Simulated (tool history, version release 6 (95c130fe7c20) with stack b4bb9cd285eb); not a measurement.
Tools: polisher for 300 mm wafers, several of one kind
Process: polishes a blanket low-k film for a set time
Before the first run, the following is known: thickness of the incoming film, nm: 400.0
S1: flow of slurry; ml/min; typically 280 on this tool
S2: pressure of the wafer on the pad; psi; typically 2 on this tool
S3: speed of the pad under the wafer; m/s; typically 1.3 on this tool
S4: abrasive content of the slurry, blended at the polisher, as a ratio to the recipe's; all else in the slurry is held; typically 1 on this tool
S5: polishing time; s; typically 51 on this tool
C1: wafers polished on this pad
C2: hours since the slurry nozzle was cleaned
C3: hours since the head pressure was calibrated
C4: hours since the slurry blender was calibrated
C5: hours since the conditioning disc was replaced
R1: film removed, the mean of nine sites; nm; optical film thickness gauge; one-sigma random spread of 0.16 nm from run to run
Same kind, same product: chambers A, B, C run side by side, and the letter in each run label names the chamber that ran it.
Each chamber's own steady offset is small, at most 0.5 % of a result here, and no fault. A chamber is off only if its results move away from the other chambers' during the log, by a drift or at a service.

{"hour": 1.6, "done": "chamber C: slurry nozzle cleaned"}
{"run": "1B", "hour": 7.2, "S1": 280, "S2": 2, "S3": 1.3, "S4": 1, "S5": 51, "C1": 666, "C2": 625, "C3": 1121, "C4": 299.3, "C5": 204.9, "R1": 23.054}
{"run": "2A", "hour": 14.1, "S1": 280, "S2": 2, "S3": 1.3, "S4": 1, "S5": 51, "C1": 611, "C2": 299.6, "C3": 156.8, "C4": 105.1, "C5": 112.5, "R1": 23.08}
{"hour": 20.8, "done": "chamber B: worn pad replaced by a new one"}
{"run": "3C", "hour": 22.8, "S1": 280, "S2": 2, "S3": 1.3, "S4": 1, "S5": 51, "C1": 389, "C2": 21.2, "C3": 74.1, "C4": 43.8, "C5": 102.6, "R1": 23.041}
{"hour": 26.7, "done": "chamber A: worn pad replaced by a new one"}
{"run": "4C", "hour": 29.6, "S1": 280, "S2": 2, "S3": 1.3, "S4": 1, "S5": 51, "C1": 475, "C2": 28, "C3": 80.9, "C4": 50.6, "C5": 109.4, "R1": 23.122}
{"run": "5B", "hour": 36.7, "S1": 280, "S2": 2, "S3": 1.3, "S4": 1, "S5": 51, "C1": 202, "C2": 654.5, "C3": 1150.5, "C4": 328.8, "C5": 234.4, "R1": 23.145}
{"run": "6A", "hour": 47.4, "S1": 280, "S2": 2, "S3": 1.3, "S4": 1, "S5": 51, "C1": 262, "C2": 332.9, "C3": 190.1, "C4": 138.4, "C5": 145.8, "R1": 23.213}
{"hour": 50.6, "done": "chamber C: worn pad replaced by a new one"}
{"run": "7C", "hour": 55.1, "S1": 280, "S2": 2, "S3": 1.3, "S4": 1, "S5": 51, "C1": 56, "C2": 53.5, "C3": 106.4, "C4": 76.1, "C5": 134.9, "R1": 23.008}
{"run": "8A", "hour": 66.7, "S1": 280, "S2": 2, "S3": 1.3, "S4": 1, "S5": 41, "C1": 507, "C2": 352.2, "C3": 209.4, "C4": 157.7, "C5": 165.1, "R1": 18.616}
{"run": "9B", "hour": 76.5, "S1": 280, "S2": 2, "S3": 1.3, "S4": 1, "S5": 41, "C1": 705, "C2": 694.3, "C3": 1190.3, "C4": 368.6, "C5": 274.2, "R1": 18.537}
{"hour": 83.1, "done": "chamber B: worn pad replaced by a new one"}
{"hour": 86.1, "done": "chamber B: slurry nozzle cleaned"}
{"run": "10C", "hour": 90.2, "S1": 280, "S2": 2, "S3": 1.3, "S4": 1, "S5": 41, "C1": 501, "C2": 88.6, "C3": 141.5, "C4": 111.2, "C5": 170, "R1": 18.627}
{"hour": 97.6, "done": "chamber A: worn pad replaced by a new one"}
{"run": "11B", "hour": 101.4, "S1": 280, "S2": 2, "S3": 1.3, "S4": 1, "S5": 51, "C1": 232, "C2": 15.3, "C3": 1215.2, "C4": 393.5, "C5": 299.1, "R1": 22.939}
{"run": "12A", "hour": 110.7, "S1": 280, "S2": 2, "S3": 1.3, "S4": 1, "S5": 51, "C1": 165, "C2": 396.2, "C3": 253.4, "C4": 201.7, "C5": 209.1, "R1": 23.464}
{"hour": 112.0, "done": "chamber C: worn pad replaced by a new one"}
{"run": "13B", "hour": 120.2, "S1": 280, "S2": 2, "S3": 1.3, "S4": 1, "S5": 51, "C1": 470, "C2": 34.1, "C3": 1234, "C4": 412.3, "C5": 317.9, "R1": 23.03}
{"run": "14A", "hour": 134.2, "S1": 280, "S2": 2, "S3": 1.3, "S4": 1, "S5": 51, "C1": 463, "C2": 419.7, "C3": 276.9, "C4": 225.2, "C5": 232.6, "R1": 23.67}
{"run": "15C", "hour": 142.0, "S1": 280, "S2": 2, "S3": 1, "S4": 1, "S5": 39, "C1": 379, "C2": 140.4, "C3": 193.3, "C4": 163, "C5": 221.8, "R1": 14.293}
{"run": "16C", "hour": 148.9, "S1": 280, "S2": 2, "S3": 1, "S4": 1, "S5": 39, "C1": 467, "C2": 147.3, "C3": 200.2, "C4": 169.9, "C5": 228.7, "R1": 14.235}
{"hour": 154.9, "done": "chamber B: worn pad replaced by a new one"}
{"run": "17B", "hour": 157.9, "S1": 280, "S2": 2, "S3": 1, "S4": 1, "S5": 39, "C1": 38, "C2": 71.8, "C3": 1271.7, "C4": 450, "C5": 355.6, "R1": 14.318}
{"hour": 161.8, "done": "chamber A: worn pad replaced by a new one"}
{"run": "18A", "hour": 167.9, "S1": 280, "S2": 2, "S3": 1.3, "S4": 1, "S5": 51, "C1": 77, "C2": 453.4, "C3": 310.6, "C4": 258.9, "C5": 266.3, "R1": 23.783}
{"hour": 175.8, "done": "chamber C: slurry blender recalibrated"}
{"run": "19B", "hour": 177.5, "S1": 280, "S2": 2, "S3": 1.3, "S4": 1, "S5": 51, "C1": 286, "C2": 91.4, "C3": 1291.3, "C4": 469.6, "C5": 375.2, "R1": 23.493}
{"hour": 180.3, "done": "chamber C: worn pad replaced by a new one"}
{"hour": 182.1, "done": "chamber B: slurry blender recalibrated"}
{"run": "20A", "hour": 184.0, "S1": 280, "S2": 2, "S3": 1.3, "S4": 1, "S5": 51, "C1": 281, "C2": 469.5, "C3": 326.7, "C4": 275, "C5": 282.4, "R1": 23.721}
{"hour": 190.6, "done": "chamber B: head pressure recalibrated"}
{"run": "21C", "hour": 198.0, "S1": 280, "S2": 2, "S3": 1.3, "S4": 1, "S5": 51, "C1": 224, "C2": 196.4, "C3": 249.3, "C4": 22.2, "C5": 277.8, "R1": 23.289}
{"run": "22C", "hour": 211.2, "S1": 280, "S2": 2, "S3": 1.3, "S4": 1, "S5": 51, "C1": 391, "C2": 209.6, "C3": 262.5, "C4": 35.4, "C5": 291, "R1": 23.034}
{"hour": 220.5, "done": "chamber C: conditioning disc replaced and pad reconditioned"}
{"hour": 222.0, "done": "chamber A: worn pad replaced by a new one"}
{"hour": 222.4, "done": "chamber B: worn pad replaced by a new one"}
{"run": "23B", "hour": 224.3, "S1": 280, "S2": 2, "S3": 1.3, "S4": 1, "S5": 51, "C1": 24, "C2": 138.2, "C3": 33.7, "C4": 42.2, "C5": 422, "R1": 23.049}
{"run": "24A", "hour": 236.1, "S1": 280, "S2": 2, "S3": 1.3, "S4": 1, "S5": 51, "C1": 178, "C2": 521.6, "C3": 378.8, "C4": 327.1, "C5": 334.5, "R1": 23.773}
{"hour": 242.3, "done": "chamber C: worn pad replaced by a new one"}
{"hour": 244.5, "done": "chamber A: slurry blender recalibrated"}
{"run": "25C", "hour": 245.5, "S1": 280, "S2": 2, "S3": 1.3, "S4": 1, "S5": 51, "C1": 41, "C2": 243.9, "C3": 296.8, "C4": 69.7, "C5": 25.1, "R1": 23.179}
{"run": "26A", "hour": 251.8, "S1": 280, "S2": 2, "S3": 1.3, "S4": 1, "S5": 51, "C1": 377, "C2": 537.3, "C3": 394.5, "C4": 7.3, "C5": 350.2, "R1": 24}
{"run": "27B", "hour": 258.9, "S1": 280, "S2": 2, "S3": 1.3, "S4": 1, "S5": 51, "C1": 461, "C2": 172.8, "C3": 68.3, "C4": 76.8, "C5": 456.6, "R1": 23.132}
{"run": "28A", "hour": 268.4, "S1": 280, "S2": 2, "S3": 1.3, "S4": 1, "S5": 51, "C1": 587, "C2": 553.9, "C3": 411.1, "C4": 23.9, "C5": 366.8, "R1": 23.905}
{"run": "29B", "hour": 282.8, "S1": 280, "S2": 2, "S3": 1.3, "S4": 1, "S5": 51, "C1": 764, "C2": 196.7, "C3": 92.2, "C4": 100.7, "C5": 480.5, "R1": 23.052}
{"hour": 287.0, "done": "chamber B: worn pad replaced by a new one"}
{"run": "30C", "hour": 292.5, "S1": 280, "S2": 2, "S3": 1.3, "S4": 1, "S5": 51, "C1": 636, "C2": 290.9, "C3": 343.8, "C4": 116.7, "C5": 72.1, "R1": 23.351}
{"hour": 299.1, "done": "chamber A: worn pad replaced by a new one"}
{"run": "31C", "hour": 306.3, "S1": 280, "S2": 2, "S3": 1.3, "S4": 1, "S5": 51, "C1": 810, "C2": 304.7, "C3": 357.6, "C4": 130.5, "C5": 85.9, "R1": 23.176}
{"run": "32B", "hour": 319.3, "S1": 280, "S2": 2, "S3": 1.3, "S4": 1, "S5": 51, "C1": 409, "C2": 233.2, "C3": 128.7, "C4": 137.2, "C5": 517, "R1": 23.128}
{"run": "33A", "hour": 331.0, "S1": 280, "S2": 2, "S3": 1.68, "S4": 1, "S5": 51, "C1": 404, "C2": 616.5, "C3": 473.7, "C4": 86.5, "C5": 429.4, "R1": 30.186}
{"run": "34B", "hour": 340.9, "S1": 280, "S2": 2, "S3": 1.68, "S4": 1, "S5": 51, "C1": 682, "C2": 254.8, "C3": 150.3, "C4": 158.8, "C5": 538.6, "R1": 28.212}

Predict what each chamber gives when all 3 of them run the settings below next.
{"run": "35A", "hour": 351.2, "S1": 280, "S2": 2.4, "S3": 1.3, "S4": 1, "S5": 51, "R1": "?"}
{"run": "35B", "hour": 351.2, "S1": 280, "S2": 2.4, "S3": 1.3, "S4": 1, "S5": 51, "R1": "?"}
{"run": "35C", "hour": 351.2, "S1": 280, "S2": 2.4, "S3": 1.3, "S4": 1, "S5": 51, "R1": "?"}

run=35A R1=29.375
run=35B R1=27.785
run=35C R1=27.596
